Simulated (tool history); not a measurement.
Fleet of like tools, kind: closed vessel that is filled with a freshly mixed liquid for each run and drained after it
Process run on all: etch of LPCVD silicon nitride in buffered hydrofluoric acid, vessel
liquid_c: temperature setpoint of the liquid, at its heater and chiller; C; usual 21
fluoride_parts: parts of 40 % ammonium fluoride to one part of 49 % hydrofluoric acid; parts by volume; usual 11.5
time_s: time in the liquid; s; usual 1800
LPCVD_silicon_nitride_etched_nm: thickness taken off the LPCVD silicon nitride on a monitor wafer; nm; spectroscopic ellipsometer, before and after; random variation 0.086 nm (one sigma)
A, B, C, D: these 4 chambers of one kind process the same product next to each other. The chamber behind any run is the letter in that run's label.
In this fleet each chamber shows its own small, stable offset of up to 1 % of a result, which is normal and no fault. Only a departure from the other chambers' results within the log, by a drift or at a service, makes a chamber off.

run,hour,liquid_c,fluoride_parts,time_s,"read-back film thickness of the LPCVD silicon nitride reference wafer, read on the same gauge (nm)",LPCVD_silicon_nitride_etched_nm
1D,2.9,21,11.5,1800,150.03,16.699
2B,8.5,21,11.5,1800,150.01,16.237
3C,12.1,21,11.5,1800,149.99,16.561
4A,16.7,21,11.5,1800,149.99,16.552
5A,20.4,21,11.5,1800,150.03,16.528
6C,25.5,21,11.5,1800,149.97,16.452
7D,29.7,21,11.5,1800,150,16.588
8B,32.2,21,15,1080,150,7.5599
9A,37.1,21,15,1080,150.03,7.6945
10D,41,21,15,1080,149.99,7.5413
11C,46.1,21,15,1080,150.01,7.5978
12B,48.8,21,11.5,1800,149.99,16.396
13A,53,21,11.5,1800,150.01,16.605
14C,57.7,21,11.5,1800,149.98,16.529
15D,61,21,11.5,1800,149.97,16.1
16B,64.1,21,11.5,1800,150,16.414
17D,69.2,21,11.5,1800,150.02,16.17
18C,74.4,19.5,10,1800,150,17.437
19A,77.3,19.5,10,1800,149.98,17.501
20B,80.8,19.5,10,1800,150.02,17.132
21A,84.4,19.5,10,1800,150.03,17.564
22C,89.1,19,9.5,1800,150.01,17.502
23D,94.4,19,9.5,1800,150.02,16.806
24B,98.1,19,9.5,1800,150.03,17.398
25B,101.1,19,9.5,1800,150.01,17.564
26A,105.3,21,11.5,875,150,8.062
27C,110.5,21,11.5,875,150,8.0154
28D,116,21,11.5,875,150,7.6272
29A,120.1,21,11.5,875,149.96,8.0143

The same settings go to every chamber for the next run, one line per chamber below. Forecast the results for each:
30A,124.1,21,11.5,1800,,?
30B,124.1,21,11.5,1800,,?
30C,124.1,21,11.5,1800,,?
30D,124.1,21,11.5,1800,,?

run,LPCVD_silicon_nitride_etched_nm
30A,16.653
30B,16.373
30C,16.375
30D,15.739
